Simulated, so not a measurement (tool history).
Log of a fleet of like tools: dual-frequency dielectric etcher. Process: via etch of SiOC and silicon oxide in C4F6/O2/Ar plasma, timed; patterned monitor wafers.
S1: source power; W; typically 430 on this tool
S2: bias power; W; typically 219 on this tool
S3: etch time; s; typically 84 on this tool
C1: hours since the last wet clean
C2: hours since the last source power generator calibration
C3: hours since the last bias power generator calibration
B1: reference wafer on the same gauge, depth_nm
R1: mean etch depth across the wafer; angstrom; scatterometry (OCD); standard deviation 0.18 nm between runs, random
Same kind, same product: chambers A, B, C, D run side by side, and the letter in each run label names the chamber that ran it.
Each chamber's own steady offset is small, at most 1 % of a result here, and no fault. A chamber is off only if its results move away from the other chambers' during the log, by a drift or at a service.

run,day,S1,S2,S3,C1,C2,C3,B1,R1
1C,0.454,430,219,84,221.1,768.7,1310.6,123.94,1044.1
2D,0.704,430,219,84,391,1559.8,3013.7,123.92,1038.4
3A,0.975,430,219,84,488.8,372.4,2683.8,123.97,1036.5
4B,1.258,430,219,84,174.1,2081.3,3383.3,123.89,1039.3
5C,1.642,430,219,84,249.6,797.2,1339.1,123.85,1047.1
6D,1.875,430,219,84,419.1,1587.9,3041.8,123.9,1038.4
7A,2.112,430,219,84,516.1,399.7,2711.1,123.82,1032.7
8B,2.504,430,240,84,204,2111.2,3413.2,123.81,1069.5
9C,2.917,430,240,84,280.2,827.8,1369.7,123.84,1076
10B,3.221,430,240,84,221.2,2128.4,3430.4,123.72,1071.8
11D,3.617,430,240,84,460.9,1629.7,3083.6,123.66,1066.1
12A,4.025,430,219,84,562,445.6,2757,123.72,1033.8
13B,4.412,430,219,84,249.8,2157,3459,123.61,1035.3
14D,4.746,430,219,84,488,1656.8,3110.7,123.65,1035
# day 4.896: chamber A: wet clean of the chamber
15A,5.225,430,219,84,8,474.4,2785.8,123.54,1033.7
16C,5.554,430,219,84,343.5,891.1,1433,123.55,1043.7
17C,5.992,430,219,84,354,901.6,1443.5,123.51,1040.3
18B,6.25,430,219,84,293.9,2201.1,3503.1,123.53,1035.2
# day 6.308: chamber C: wet clean of the chamber
19A,6.592,430,219,84,40.8,507.2,2818.6,123.5,1031.3
20D,6.888,430,219,84,539.4,1708.2,3162.1,123.45,1034.9
21D,7.388,430,219,84,551.4,1720.2,3174.1,123.43,1031.1
# day 7.433: chamber C: bias power generator calibrated
22B,7.679,430,219,84,328.2,2235.4,3537.4,123.4,1032.8
23C,8.05,430,219,84,41.8,951,14.8,123.41,1042.1
24A,8.312,430,219,84,82.1,548.5,2859.9,123.32,1031
25D,8.712,430,219,84,583.2,1752,3205.9,123.35,1036.1
26A,9.188,430,219,84,103.1,569.5,2880.9,123.26,1027.6
27C,9.625,430,219,84,79.6,988.8,52.6,123.25,1041.4
# day 9.725: chamber A: bias power generator calibrated
28B,10.092,430,219,84,386.1,2293.3,3595.3,123.26,1032.3
29A,10.496,350,219,84,134.5,600.9,18.6,123.15,949.88
30D,10.796,350,219,84,633.2,1802,3255.9,123.17,952.15
31C,11.125,350,219,84,115.6,1024.8,88.6,123.14,960.92

Each of the 4 chambers runs these same settings next. Fill in every chamber's results:
32A,11.488,430,219,84,,,,,?
32B,11.488,430,219,84,,,,,?
32C,11.488,430,219,84,,,,,?
32D,11.488,430,219,84,,,,,?

run,R1
32A,1031.3
32B,1030.5
32C,1039.3
32D,1028.1
